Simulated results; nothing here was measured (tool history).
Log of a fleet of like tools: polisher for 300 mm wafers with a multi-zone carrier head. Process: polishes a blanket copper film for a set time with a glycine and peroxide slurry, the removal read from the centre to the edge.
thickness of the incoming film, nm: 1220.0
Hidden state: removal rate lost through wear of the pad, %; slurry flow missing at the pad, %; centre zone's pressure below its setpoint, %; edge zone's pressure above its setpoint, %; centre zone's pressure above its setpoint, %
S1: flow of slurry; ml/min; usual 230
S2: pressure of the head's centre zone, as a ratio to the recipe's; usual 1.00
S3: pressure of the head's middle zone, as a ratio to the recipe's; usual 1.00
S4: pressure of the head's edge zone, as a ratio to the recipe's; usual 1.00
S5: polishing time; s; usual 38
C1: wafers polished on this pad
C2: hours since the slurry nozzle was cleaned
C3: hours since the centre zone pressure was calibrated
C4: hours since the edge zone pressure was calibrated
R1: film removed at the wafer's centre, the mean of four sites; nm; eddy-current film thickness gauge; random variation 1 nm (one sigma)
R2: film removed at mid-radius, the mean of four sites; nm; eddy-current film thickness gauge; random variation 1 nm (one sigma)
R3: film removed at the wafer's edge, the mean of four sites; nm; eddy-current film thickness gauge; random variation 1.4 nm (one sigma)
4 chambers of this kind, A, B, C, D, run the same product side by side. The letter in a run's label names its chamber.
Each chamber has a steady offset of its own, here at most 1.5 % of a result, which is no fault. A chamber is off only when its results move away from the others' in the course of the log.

Run 1C, hour 11.7: usual settings; C1 910; C2 332.9; C3 14.7; C4 85.6. Result: R1 145.58 nm, R2 143.95 nm, R3 145.40 nm.
Run 2A, hour 21.5: usual settings; C1 1262; C2 353.9; C3 422.8; C4 103.6. Result: R1 144.48 nm, R2 141.37 nm, R3 143.33 nm.
Run 3B, hour 36.2: usual settings; C1 959; C2 57.6; C3 57.6; C4 424.6. Result: R1 143.77 nm, R2 145.79 nm, R3 145.96 nm.
At hour 40.3: chamber C: worn pad replaced by a new one.
At hour 44.0: chamber A: worn pad replaced by a new one.
At hour 44.2: chamber D: worn pad replaced by a new one.
Run 4D, hour 51.8: usual settings; C1 86; C2 60.7; C3 128.2; C4 227.5. Result: R1 139.85 nm, R2 141.07 nm, R3 143.22 nm.
At hour 54.7: chamber B: worn pad replaced by a new one.
Run 5A, hour 59.6: usual settings but S2 1.07, S5 43 s; C1 175; C2 392.0; C3 460.9; C4 141.7. Result: R1 176.71 nm, R2 160.59 nm, R3 160.64 nm.
Run 6D, hour 73.5: usual settings but S2 1.07, S5 43 s; C1 330; C2 82.4; C3 149.9; C4 249.2. Result: R1 172.33 nm, R2 162.03 nm, R3 162.48 nm.
Run 7B, hour 83.6: usual settings but S2 1.07, S5 43 s; C1 325; C2 105.0; C3 105.0; C4 472.0. Result: R1 174.70 nm, R2 165.22 nm, R3 165.51 nm.
Run 8C, hour 94.5: usual settings but S2 1.07, S5 43 s; C1 610; C2 415.7; C3 97.5; C4 168.4. Result: R1 177.71 nm, R2 164.79 nm, R3 162.57 nm.
Run 9D, hour 102.2: usual settings; C1 653; C2 111.1; C3 178.6; C4 277.9. Result: R1 141.98 nm, R2 142.89 nm, R3 145.76 nm.
Run 10B, hour 115.3: usual settings but S5 46 s; C1 681; C2 136.7; C3 136.7; C4 503.7. Result: R1 174.17 nm, R2 174.30 nm, R3 178.24 nm.
At hour 129.5: chamber D: edge zone pressure recalibrated.
Run 11C, hour 130.5: usual settings but S5 46 s; C1 1014; C2 451.7; C3 133.5; C4 204.4. Result: R1 178.56 nm, R2 175.04 nm, R3 175.85 nm.
At hour 135.4: chamber D: worn pad replaced by a new one.
Run 12A, hour 144.8: usual settings but S5 46 s; C1 1133; C2 477.2; C3 546.1; C4 226.9. Result: R1 176.61 nm, R2 170.86 nm, R3 171.04 nm.
At hour 145.7: chamber B: worn pad replaced by a new one.
At hour 153.0: chamber C: worn pad replaced by a new one.
Run 13D, hour 153.4: usual settings but S5 46 s; C1 202; C2 162.3; C3 229.8; C4 23.9. Result: R1 174.94 nm, R2 170.22 nm, R3 171.65 nm.
Run 14A, hour 168.2: usual settings; C1 1396; C2 500.6; C3 569.5; C4 250.3. Result: R1 145.32 nm, R2 142.45 nm, R3 142.95 nm.
At hour 172.4: chamber A: worn pad replaced by a new one.
Run 15C, hour 176.7: usual settings; C1 266; C2 497.9; C3 179.7; C4 250.6. Result: R1 144.51 nm, R2 144.04 nm, R3 145.08 nm.
Run 16B, hour 184.6: usual settings; C1 437; C2 206.0; C3 206.0; C4 573.0. Result: R1 144.72 nm, R2 146.80 nm, R3 146.70 nm.
At hour 189.4: chamber A: centre zone pressure recalibrated.
At hour 195.8: chamber C: slurry nozzle cleaned.
Run 17B, hour 197.3: usual settings; C1 580; C2 218.7; C3 218.7; C4 585.7. Result: R1 142.67 nm, R2 145.48 nm, R3 146.88 nm.
At hour 201.4: chamber B: slurry nozzle cleaned.
Run 18C, hour 210.1: usual settings; C1 642; C2 14.3; C3 213.1; C4 284.0. Result: R1 144.19 nm, R2 144.29 nm, R3 144.16 nm.
Run 19D, hour 220.9: usual settings; C1 961; C2 229.8; C3 297.3; C4 91.4. Result: R1 141.52 nm, R2 142.66 nm, R3 141.70 nm.
Run 20A, hour 230.3: usual settings; C1 651; C2 562.7; C3 40.9; C4 312.4. Result: R1 135.04 nm, R2 144.30 nm, R3 140.70 nm.
At hour 241.0: chamber C: worn pad replaced by a new one.
At hour 242.7: chamber D: worn pad replaced by a new one.
Run 21D, hour 244.1: usual settings; C1 16; C2 253.0; C3 320.5; C4 114.6. Result: R1 142.62 nm, R2 142.43 nm, R3 145.58 nm.
Run 22B, hour 251.9: usual settings; C1 1194; C2 50.6; C3 273.3; C4 640.3. Result: R1 144.13 nm, R2 145.24 nm, R3 145.83 nm.
At hour 254.3: chamber B: worn pad replaced by a new one.
Run 23A, hour 264.9: usual settings; C1 1040; C2 597.3; C3 75.5; C4 347.0. Result: R1 136.21 nm, R2 144.30 nm, R3 141.90 nm.
Run 24C, hour 276.2: usual settings but S2 0.94, S3 0.94; C1 396; C2 80.4; C3 279.2; C4 350.1. Result: R1 135.64 nm, R2 137.88 nm, R3 147.10 nm.
At hour 284.1: chamber A: edge zone pressure recalibrated.
Run 25A, hour 284.4: usual settings but S2 0.94, S3 0.94; C1 1259; C2 616.8; C3 95.0; C4 0.4. Result: R1 126.73 nm, R2 135.13 nm, R3 140.58 nm.
At hour 286.8: chamber A: worn pad replaced by a new one.
Run 26D, hour 295.1: usual settings but S2 0.94, S3 0.94; C1 589; C2 304.0; C3 371.5; C4 165.6. Result: R1 132.66 nm, R2 135.89 nm, R3 143.05 nm.
Run 27C, hour 310.3: usual settings but S2 0.94, S3 0.94; C1 779; C2 114.5; C3 313.3; C4 384.2. Result: R1 136.38 nm, R2 137.89 nm, R3 147.40 nm.
Run 28B, hour 324.2: usual settings; C1 785; C2 122.9; C3 345.6; C4 712.6. Result: R1 142.86 nm, R2 145.63 nm, R3 145.81 nm.
At hour 334.5: chamber D: worn pad replaced by a new one.
At hour 338.1: chamber C: edge zone pressure recalibrated.
Run 29C, hour 339.3: usual settings; C1 1105; C2 143.5; C3 342.3; C4 1.3. Result: R1 144.22 nm, R2 143.32 nm, R3 144.07 nm.
At hour 342.4: chamber C: centre zone pressure recalibrated.
At hour 347.1: chamber C: worn pad replaced by a new one.
Run 30B, hour 347.7: usual settings; C1 1050; C2 146.4; C3 369.1; C4 736.1. Result: R1 143.17 nm, R2 144.76 nm, R3 145.72 nm.
At hour 353.4: chamber B: worn pad replaced by a new one.
Run 31D, hour 355.7: usual settings but S3 1.04, S4 0.91; C1 238; C2 364.6; C3 432.1; C4 226.2. Result: R1 141.25 nm, R2 148.77 nm, R3 137.34 nm.
Run 32A, hour 367.1: usual settings but S3 1.04, S4 0.91; C1 903; C2 699.5; C3 177.7; C4 83.1. Result: R1 135.97 nm, R2 147.33 nm, R3 133.37 nm.
At hour 374.8: chamber A: slurry nozzle cleaned.
Run 33D, hour 379.1: usual settings but S3 1.04, S4 0.91; C1 501; C2 388.0; C3 455.5; C4 249.6. Result: R1 140.45 nm, R2 147.87 nm, R3 133.51 nm.
Run 34C, hour 390.4: usual settings but S3 1.04, S4 0.91; C1 487; C2 194.6; C3 48.1; C4 52.4. Result: R1 145.75 nm, R2 150.39 nm, R3 137.50 nm.
At hour 404.2: chamber A: worn pad replaced by a new one.
Run 35A, hour 404.7: usual settings; C1 6; C2 29.9; C3 215.3; C4 120.7. Result: R1 136.27 nm, R2 141.37 nm, R3 141.75 nm.
Run 36B, hour 415.2: usual settings; C1 695; C2 213.9; C3 436.6; C4 803.6. Result: R1 140.95 nm, R2 144.34 nm, R3 145.86 nm.
At hour 417.7: chamber B: slurry nozzle cleaned.
Run 37B, hour 427.1: usual settings; C1 829; C2 9.5; C3 448.5; C4 815.5. Result: R1 140.74 nm, R2 144.90 nm, R3 143.01 nm.
At hour 432.1: chamber D: worn pad replaced by a new one.
Run 38A, hour 434.4: usual settings; C1 340; C2 59.6; C3 245.0; C4 150.4. Result: R1 135.73 nm, R2 141.40 nm, R3 145.01 nm.
At hour 442.2: chamber C: worn pad replaced by a new one.
Run 39C, hour 443.6: usual settings; C1 16; C2 247.8; C3 101.3; C4 105.6. Result: R1 143.66 nm, R2 145.14 nm, R3 144.87 nm.
Run 40D, hour 454.0: usual settings; C1 247; C2 462.9; C3 530.4; C4 324.5. Result: R1 142.78 nm, R2 140.95 nm, R3 142.63 nm.
Run 41C, hour 461.7: usual settings; C1 220; C2 265.9; C3 119.4; C4 123.7. Result: R1 146.57 nm, R2 144.78 nm, R3 145.15 nm.
At hour 464.1: chamber B: worn pad replaced by a new one.
At hour 469.2: chamber D: edge zone pressure recalibrated.
Run 42A, hour 477.1: usual settings but S3 0.88, S5 50 s; C1 820; C2 102.3; C3 287.7; C4 193.1. Result: R1 179.14 nm, R2 169.01 nm, R3 188.11 nm.
Run 43B, hour 484.1: usual settings but S3 0.88, S5 50 s; C1 225; C2 66.5; C3 505.5; C4 872.5. Result: R1 187.37 nm, R2 170.50 nm, R3 190.67 nm.
Run 44D, hour 492.3: usual settings but S3 0.88, S5 50 s; C1 677; C2 501.2; C3 568.7; C4 23.2. Result: R1 186.23 nm, R2 167.89 nm, R3 188.47 nm.

Is one chamber off against the others, does the gauge drift, or is nothing wrong? If a chamber is off, say which, and what the likeliest cause is.

A service left chamber A off against the others.
Cause: centre zone's pressure below its setpoint, % = 6.09.

Here are 4 candidates for chamber A's next run, each the usual settings with a change, their results left as question marks. Which one brings its results back in line with what the others give on the usual settings?
In line means no further than this from the other chambers' mean on the usual settings: R1 3.50 nm; R2 3.50 nm; R3 4.90 nm
Run 45A-1, hour 503.8: usual settings but S1 235 ml/min, S2 1.06, S3 0.98, S4 0.98, S5 39 s. Result: R1 ?, R2 ?, R3 ?.
Run 45A-2, hour 503.8: usual settings but S2 1.03, S3 0.99, S4 0.99, S5 39 s. Result: R1 ?, R2 ?, R3 ?.
Run 45A-3, hour 503.8: usual settings but S1 225 ml/min, S2 0.94, S3 1.02, S4 1.02, S5 37 s. Result: R1 ?, R2 ?, R3 ?.
Run 45A-4, hour 503.8: usual settings but S2 0.97, S3 1.01, S4 1.01, S5 37 s. Result: R1 ?, R2 ?, R3 ?.

The other chambers' mean on the usual settings: R1 143.15 nm; R2 144.21 nm; R3 144.64 nm
  run      R1      R2      R3
45A-1  149.18  144.86  145.16
45A-2  144.14  145.82  145.61
45A-3  123.28  141.79  139.96
45A-4  128.02  140.91  139.56
45A-2 brings the chamber back in line.
